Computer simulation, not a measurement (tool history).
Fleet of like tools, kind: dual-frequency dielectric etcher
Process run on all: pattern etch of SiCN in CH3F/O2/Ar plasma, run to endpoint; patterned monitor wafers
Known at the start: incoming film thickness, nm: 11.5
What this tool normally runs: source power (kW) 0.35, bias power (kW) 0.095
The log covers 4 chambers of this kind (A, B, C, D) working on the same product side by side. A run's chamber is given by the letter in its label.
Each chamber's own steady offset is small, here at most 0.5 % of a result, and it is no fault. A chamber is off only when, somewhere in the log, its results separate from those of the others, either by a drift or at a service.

| run | hour | source power (kW) | bias power (kW) | hours since the last wet clean | hours since the last source power generator calibration | hours since the last bias power generator calibration | endpoint time (s) |
|---|---|---|---|---|---|---|---|
| 1B | 15.1 | 0.35 | 0.095 | 174.4 | 2976.4 | 1836.1 | 29.061 |
| 2C | 23.4 | 0.35 | 0.095 | 52.4 | 2451 | 1906.3 | 28.823 |
| 3D | 30.9 | 0.35 | 0.095 | 355.9 | 2763.6 | 1746.8 | 29.139 |
| 4A | 39.7 | 0.35 | 0.095 | 590.2 | 2697.9 | 268.4 | 28.842 |
|  | 41.5 | chamber A: wet clean of the chamber |
| 5D | 52.1 | 0.35 | 0.095 | 377.1 | 2784.8 | 1768 | 29.41 |
| 6B | 60 | 0.35 | 0.095 | 219.3 | 3021.3 | 1881 | 28.924 |
| 7C | 74.7 | 0.35 | 0.095 | 103.7 | 2502.3 | 1957.6 | 29.16 |
| 8A | 87.6 | 0.35 | 0.095 | 46.1 | 2745.8 | 316.3 | 29.097 |
| 9D | 103.1 | 0.35 | 0.095 | 428.1 | 2835.8 | 1819 | 29.359 |
| 10B | 110.2 | 0.44 | 0.077 | 269.5 | 3071.5 | 1931.2 | 28.74 |
| 11A | 118.5 | 0.44 | 0.077 | 77 | 2776.7 | 347.2 | 28.858 |
| 12C | 131.3 | 0.44 | 0.077 | 160.3 | 2558.9 | 2014.2 | 28.8 |
| 13C | 138.7 | 0.44 | 0.077 | 167.7 | 2566.3 | 2021.6 | 28.626 |
| 14B | 152.9 | 0.35 | 0.095 | 312.2 | 3114.2 | 1973.9 | 28.982 |
| 15A | 167.3 | 0.35 | 0.095 | 125.8 | 2825.5 | 396 | 29.073 |
| 16D | 177.6 | 0.35 | 0.095 | 502.6 | 2910.3 | 1893.5 | 28.86 |
| 17B | 187 | 0.35 | 0.095 | 346.3 | 3148.3 | 2008 | 29.01 |
| 18A | 196.3 | 0.35 | 0.095 | 154.8 | 2854.5 | 425 | 28.954 |
| 19D | 207.2 | 0.35 | 0.095 | 532.2 | 2939.9 | 1923.1 | 29.093 |
| 20C | 219.5 | 0.35 | 0.095 | 248.5 | 2647.1 | 2102.4 | 28.885 |
|  | 224.9 | chamber B: wet clean of the chamber |
| 21A | 227.3 | 0.35 | 0.095 | 185.8 | 2885.5 | 456 | 28.753 |
| 22D | 241.2 | 0.35 | 0.095 | 566.2 | 2973.9 | 1957.1 | 28.638 |
|  | 246.4 | chamber C: source power generator calibrated |
| 23C | 248.8 | 0.35 | 0.095 | 277.8 | 2.4 | 2131.7 | 28.971 |
| 24B | 258 | 0.35 | 0.095 | 33.1 | 3219.3 | 2079 | 29.283 |
| 25B | 268.2 | 0.35 | 0.095 | 43.3 | 3229.5 | 2089.2 | 29.02 |
|  | 274.8 | chamber B: source power generator calibrated |
| 26D | 281.3 | 0.35 | 0.095 | 606.3 | 3014 | 1997.2 | 28.716 |
| 27C | 293.3 | 0.35 | 0.095 | 322.3 | 46.9 | 2176.2 | 29.013 |
| 28A | 306 | 0.35 | 0.095 | 264.5 | 2964.2 | 534.7 | 29.098 |
| 29B | 322.1 | 0.4 | 0.082 | 97.2 | 47.3 | 2143.1 | 29.166 |
| 30A | 337.8 | 0.4 | 0.082 | 296.3 | 2996 | 566.5 | 29.111 |
| 31D | 348.2 | 0.4 | 0.082 | 673.2 | 3080.9 | 2064.1 | 28.536 |
| 32C | 360.4 | 0.4 | 0.082 | 389.4 | 114 | 2243.3 | 29.115 |

Has any chamber moved away from the others, gradually or after a service, or does the common gauge drift, or do the chambers differ only by their own small steady offsets? State the chamber and the most likely cause if one applies.

One chamber, D, drifts off from the rest bit by bit.
Cause: etch rate over this chamber's usual, % = 3.35.

Here are 4 candidates for chamber D's next run, each the usual settings with a change, their results left as question marks. Which one brings its results back in line with what the others give on the usual settings?
Counts as in line when no further than this from what the other chambers average on the usual settings: endpoint time (s) 0.49
| 33D-1 | 372.1 | 0.32 | 0.088 |  |  |  | ? |
| 33D-2 | 372.1 | 0.34 | 0.092 |  |  |  | ? |
| 33D-3 | 372.1 | 0.41 | 0.095 |  |  |  | ? |
| 33D-4 | 372.1 | 0.38 | 0.095 |  |  |  | ? |

Average result of the remaining chambers running the usual settings: endpoint time (s) 29.053
| run | endpoint time (s) |
|---|---|
| 33D-1 | 30.114 |
| 33D-2 | 28.971 |
| 33D-3 | 26.739 |
| 33D-4 | 27.49 |
The right change is 33D-2: it brings the chamber back within the allowed miss of the others.
